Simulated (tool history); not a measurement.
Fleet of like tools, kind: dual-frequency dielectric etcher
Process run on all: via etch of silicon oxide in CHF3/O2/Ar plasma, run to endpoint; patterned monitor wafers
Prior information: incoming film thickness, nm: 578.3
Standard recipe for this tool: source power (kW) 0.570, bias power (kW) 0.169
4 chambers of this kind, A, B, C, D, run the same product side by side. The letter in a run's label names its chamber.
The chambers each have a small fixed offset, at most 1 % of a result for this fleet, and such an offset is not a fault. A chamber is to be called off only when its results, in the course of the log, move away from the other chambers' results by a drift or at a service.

| run | day | source power (kW) | bias power (kW) | hours since the last wet clean | hours since the last source power generator calibration | hours since the last bias power generator calibration | endpoint time (s) |
|---|---|---|---|---|---|---|---|
| 1A | 0.417 | 0.570 | 0.169 | 690.0 | 1425.9 | 1548.5 | 306.92 |
|  | 0.617 | chamber A: wet clean of the chamber |
| 2B | 0.904 | 0.570 | 0.169 | 521.6 | 1164.0 | 1268.0 | 306.12 |
| 3C | 1.508 | 0.570 | 0.169 | 364.6 | 1465.0 | 1614.0 | 307.36 |
| 4D | 1.904 | 0.570 | 0.169 | 224.2 | 209.3 | 811.8 | 298.62 |
| 5B | 2.383 | 0.570 | 0.169 | 557.1 | 1199.5 | 1303.5 | 304.17 |
| 6A | 2.967 | 0.570 | 0.169 | 56.5 | 1487.1 | 1609.7 | 304.88 |
| 7D | 3.538 | 0.570 | 0.169 | 263.4 | 248.5 | 851.0 | 300.55 |
|  | 3.788 | chamber B: wet clean of the chamber |
| 8C | 3.925 | 0.570 | 0.169 | 422.6 | 1523.0 | 1672.0 | 305.94 |
| 9B | 4.588 | 0.570 | 0.169 | 19.3 | 1252.4 | 1356.4 | 307.50 |
| 10D | 5.029 | 0.570 | 0.169 | 299.2 | 284.3 | 886.8 | 301.28 |
| 11C | 5.683 | 0.570 | 0.169 | 464.8 | 1565.2 | 1714.2 | 307.10 |
| 12A | 6.275 | 0.570 | 0.169 | 135.9 | 1566.5 | 1689.1 | 304.23 |
| 13C | 6.688 | 0.570 | 0.169 | 488.9 | 1589.3 | 1738.3 | 304.39 |
| 14A | 7.312 | 0.570 | 0.169 | 160.8 | 1591.4 | 1714.0 | 303.81 |
| 15B | 7.946 | 0.650 | 0.169 | 99.9 | 1333.0 | 1437.0 | 291.25 |
| 16D | 8.271 | 0.650 | 0.169 | 377.0 | 362.1 | 964.6 | 283.30 |
| 17A | 8.633 | 0.650 | 0.169 | 192.5 | 1623.1 | 1745.7 | 288.23 |
|  | 8.875 | chamber C: wet clean of the chamber |
| 18C | 9.038 | 0.650 | 0.169 | 3.9 | 1645.7 | 1794.7 | 291.15 |
| 19B | 9.408 | 0.570 | 0.169 | 135.0 | 1368.1 | 1472.1 | 307.34 |
| 20D | 10.029 | 0.570 | 0.169 | 419.2 | 404.3 | 1006.8 | 295.41 |
| 21C | 10.679 | 0.570 | 0.169 | 43.3 | 1685.1 | 1834.1 | 306.22 |
| 22A | 11.192 | 0.570 | 0.169 | 253.9 | 1684.5 | 1807.1 | 303.31 |
| 23D | 11.675 | 0.570 | 0.169 | 458.7 | 443.8 | 1046.3 | 295.06 |
| 24B | 12.333 | 0.570 | 0.169 | 205.2 | 1438.3 | 1542.3 | 305.44 |
| 25B | 12.708 | 0.570 | 0.169 | 214.2 | 1447.3 | 1551.3 | 305.96 |
| 26A | 13.004 | 0.570 | 0.169 | 297.4 | 1728.0 | 1850.6 | 305.19 |

Next, every chamber runs the same settings. What will each give?
| 27A | 13.479 | 0.570 | 0.169 |  |  |  | ? |
| 27B | 13.479 | 0.570 | 0.169 |  |  |  | ? |
| 27C | 13.479 | 0.570 | 0.169 |  |  |  | ? |
| 27D | 13.479 | 0.570 | 0.169 |  |  |  | ? |

| run | endpoint time (s) |
|---|---|
| 27A | 304.02 |
| 27B | 306.43 |
| 27C | 308.25 |
| 27D | 291.22 |
